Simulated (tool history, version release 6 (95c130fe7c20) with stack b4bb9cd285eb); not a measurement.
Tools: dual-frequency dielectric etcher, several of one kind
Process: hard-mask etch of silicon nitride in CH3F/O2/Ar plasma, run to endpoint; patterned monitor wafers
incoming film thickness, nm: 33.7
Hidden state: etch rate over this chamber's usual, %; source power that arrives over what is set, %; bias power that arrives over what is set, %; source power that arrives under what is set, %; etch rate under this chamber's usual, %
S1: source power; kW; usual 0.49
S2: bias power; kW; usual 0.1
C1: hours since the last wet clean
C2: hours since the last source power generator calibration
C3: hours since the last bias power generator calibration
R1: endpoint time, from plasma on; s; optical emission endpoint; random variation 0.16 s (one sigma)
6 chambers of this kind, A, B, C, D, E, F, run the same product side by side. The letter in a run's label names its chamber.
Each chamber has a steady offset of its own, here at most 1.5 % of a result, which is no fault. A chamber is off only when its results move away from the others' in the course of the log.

run,day,S1,S2,C1,C2,C3,R1
1F,0.379,0.49,0.1,253.8,701.1,2628.9,40.423
2A,0.767,0.49,0.1,269.5,132.5,1409.2,40.196
3C,1.25,0.49,0.1,486.4,1684.9,2942.6,40.35
4D,1.683,0.49,0.1,398.1,618.4,2876.5,40.01
5B,2.208,0.49,0.1,481.7,1166.6,2446.2,39.72
6E,2.738,0.49,0.1,226.3,2390.5,1313.1,39.614
7A,3.062,0.49,0.1,324.6,187.6,1464.3,40.124
8F,3.592,0.49,0.1,330.9,778.2,2706,40.435
9C,3.975,0.49,0.1,551.8,1750.3,3008,40.382
# day 4.283: chamber B: wet clean of the chamber
10E,4.346,0.49,0.1,264.9,2429.1,1351.7,40.072
11D,4.638,0.56,0.108,469,689.3,2947.4,37.184
12B,4.892,0.56,0.108,14.7,1231,2510.6,36.893
13B,5.146,0.56,0.108,20.8,1237.1,2516.7,36.72
14C,5.692,0.56,0.108,593,1791.5,3049.2,37.278
15D,6.083,0.56,0.108,503.7,724,2982.1,37.207
16F,6.504,0.56,0.108,400.8,848.1,2775.9,37.389
# day 6.538: chamber C: wet clean of the chamber
17E,6.762,0.49,0.1,322.9,2487.1,1409.7,39.956
# day 6.875: chamber F: bias power generator calibrated
18A,7.154,0.49,0.1,422.8,285.8,1562.5,40.454
# day 7.429: chamber A: wet clean of the chamber
19D,7.612,0.49,0.1,540.4,760.7,3018.8,40.071
20A,7.971,0.49,0.1,13.1,305.4,1582.1,40.688
# day 8.296: chamber E: wet clean of the chamber
21E,8.462,0.49,0.1,4,2527.9,1450.5,39.159
22F,8.929,0.49,0.1,459,906.3,49.3,40.489
23B,9.421,0.57,0.112,123.4,1339.7,2619.3,35.911
24C,9.85,0.57,0.112,79.6,1891.3,3149,36.375
25B,10.275,0.57,0.112,143.9,1360.2,2639.8,36.025
# day 10.525: chamber D: wet clean of the chamber
26E,10.788,0.57,0.112,59.8,2583.7,1506.3,35.121
27F,11.2,0.57,0.112,513.5,960.8,103.8,36.26
28C,11.625,0.57,0.112,122.2,1933.9,3191.6,36.432
29D,12.05,0.49,0.1,36.7,867.2,3125.3,40.42
30A,12.375,0.49,0.1,118.8,411.1,1687.8,40.222
31B,12.621,0.49,0.1,200.2,1416.5,2696.1,39.837
32D,12.9,0.49,0.1,57.1,887.6,3145.7,40.162
# day 13.158: chamber F: wet clean of the chamber
33A,13.421,0.49,0.1,143.9,436.2,1712.9,40.227
34C,13.892,0.49,0.1,176.6,1988.3,3246,40.134
35F,14.271,0.43,0.116,26.7,1034.5,177.5,40.26
36E,14.821,0.43,0.116,156.6,2680.5,1603.1,38.698

Next, every chamber runs the same settings. What will each give?
37A,15.221,0.49,0.1,,,,?
37B,15.221,0.49,0.1,,,,?
37C,15.221,0.49,0.1,,,,?
37D,15.221,0.49,0.1,,,,?
37E,15.221,0.49,0.1,,,,?
37F,15.221,0.49,0.1,,,,?

run,R1
37A,40.596
37B,39.759
37C,40.239
37D,40.292
37E,38.938
37F,40.657
